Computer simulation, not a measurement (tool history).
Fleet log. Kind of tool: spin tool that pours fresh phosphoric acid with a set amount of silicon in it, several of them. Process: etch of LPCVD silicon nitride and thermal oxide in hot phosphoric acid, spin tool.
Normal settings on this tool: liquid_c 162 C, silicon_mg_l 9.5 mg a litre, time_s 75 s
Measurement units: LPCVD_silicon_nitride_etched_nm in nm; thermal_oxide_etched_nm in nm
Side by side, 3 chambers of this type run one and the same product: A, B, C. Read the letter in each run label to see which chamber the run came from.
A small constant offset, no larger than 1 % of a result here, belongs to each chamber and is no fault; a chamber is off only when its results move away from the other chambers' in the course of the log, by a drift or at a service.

run   hour  liquid_c  silicon_mg_l  time_s  read-back film thickness of the LPCVD silicon nitride reference wafer, read on the same gauge (nm)  read-back film thickness of the thermal oxide reference wafer, read on the same gauge (nm)  LPCVD_silicon_nitride_etched_nm  thermal_oxide_etched_nm
 1C    7.5       162           9.5      75                                                                                              129.99                                                                                         140                           7.2961                  0.18274
 2B   14.4       162           9.5      75                                                                                              129.99                                                                                      140.02                           7.3474                  0.22232
 3A   22.9       162           9.5      75                                                                                              129.98                                                                                      139.98                           7.2482                  0.18773
 4A     29       162           9.5      75                                                                                              130.01                                                                                      139.99                           7.3673                  0.18721
 5B   33.9       162           9.5      75                                                                                                 130                                                                                      139.98                           7.3138                  0.22937
 6C   38.8       162           9.5      75                                                                                              129.96                                                                                      139.99                           7.3095                  0.17297
 7A   46.2       162           9.5      75                                                                                              129.99                                                                                      139.97                           7.2598                  0.16196
 8B   54.1       162           9.5      75                                                                                              129.97                                                                                      140.01                           7.3932                  0.20144
 9C   60.2       162           9.5      75                                                                                              130.01                                                                                      140.01                           7.2908                  0.17361
10B   64.1       162           9.5      75                                                                                              130.01                                                                                      139.98                           7.3463                  0.16803
11C   68.5       162           9.5      75                                                                                              130.03                                                                                      140.01                           7.2985                  0.18491
12A   73.6       162           9.5      75                                                                                              129.96                                                                                      139.98                             7.27                   0.2431
      75.7  -- chamber B: dissolved silicon flow meter replaced
13B   82.3       162           9.5      75                                                                                              129.98                                                                                      139.98                           7.3367                  0.23838
14C   86.1       162           9.5      75                                                                                              129.99                                                                                      140.02                           7.2392                  0.21505
15A   93.4       162           9.5      75                                                                                              130.04                                                                                         140                            7.407                  0.24289
16A   99.2       162           9.5      75                                                                                              130.01                                                                                         140                           7.3108                  0.19451
17C  106.8       162           5.5      75                                                                                                 130                                                                                      139.99                           7.2553                  0.24151
18B  111.3       162           5.5      75                                                                                              130.05                                                                                      140.01                             7.38                  0.24048
19B  117.5       162           5.5      75                                                                                              130.02                                                                                      139.99                            7.219                   0.2202
20C  122.9       162           9.5      75                                                                                              130.01                                                                                      140.02                           7.1578                  0.20557
21A  126.9       162           9.5      75                                                                                              129.98                                                                                         140                           7.3367                  0.18761
22C  134.3       162           9.5      75                                                                                              129.95                                                                                      140.01                           7.1556                  0.17241
23A  141.1       162           9.5      75                                                                                              129.97                                                                                      139.99                           7.3457                  0.20715
24B  145.2       162           9.5      75                                                                                              129.94                                                                                      139.98                           7.3472                  0.17143
25B  150.8       162           9.5      75                                                                                                 130                                                                                         140                           7.4078                  0.24647
26C  157.1       162           9.5      75                                                                                              129.98                                                                                         140                           7.2402                  0.20049
27A  162.4       162           9.5      75                                                                                                 130                                                                                      140.01                           7.3867                  0.17121
28C  167.8       162           9.5     100                                                                                              129.97                                                                                      140.01                           9.6804                   0.2713
29A  172.6       162           9.5     100                                                                                                 130                                                                                         140                           9.7953                  0.28879
30B  180.8       162           9.5     100                                                                                                 130                                                                                      139.99                            9.886                  0.31164
31B    188       162           9.5      75                                                                                              129.95                                                                                         140                           7.2803                  0.22569
32C  196.3       162           9.5      75                                                                                              130.02                                                                                         140                           7.3356                  0.20384
33A  202.1       162           9.5      75                                                                                              129.98                                                                                         140                           7.3467                  0.15157
34C    206       162           9.5      75                                                                                                 130                                                                                      139.98                           7.2028                  0.15599
35B  211.5       162           9.5      75                                                                                              130.02                                                                                      140.02                           7.3091                  0.18363
36A  215.7       162           9.5      75                                                                                              130.01                                                                                      139.98                           7.3271                  0.24863

For the next run the whole fleet of 3 chambers uses the same settings. Give each chamber's results:
37A   222       162          13.5      75                                                                                                                                                                                                                                ?                        ?
37B   222       162          13.5      75                                                                                                                                                                                                                                ?                        ?
37C   222       162          13.5      75                                                                                                                                                                                                                                ?                        ?

run  LPCVD_silicon_nitride_etched_nm  thermal_oxide_etched_nm
37A                           7.3563                   0.1228
37B                           7.3019                  0.15091
37C                           7.2553                  0.18793

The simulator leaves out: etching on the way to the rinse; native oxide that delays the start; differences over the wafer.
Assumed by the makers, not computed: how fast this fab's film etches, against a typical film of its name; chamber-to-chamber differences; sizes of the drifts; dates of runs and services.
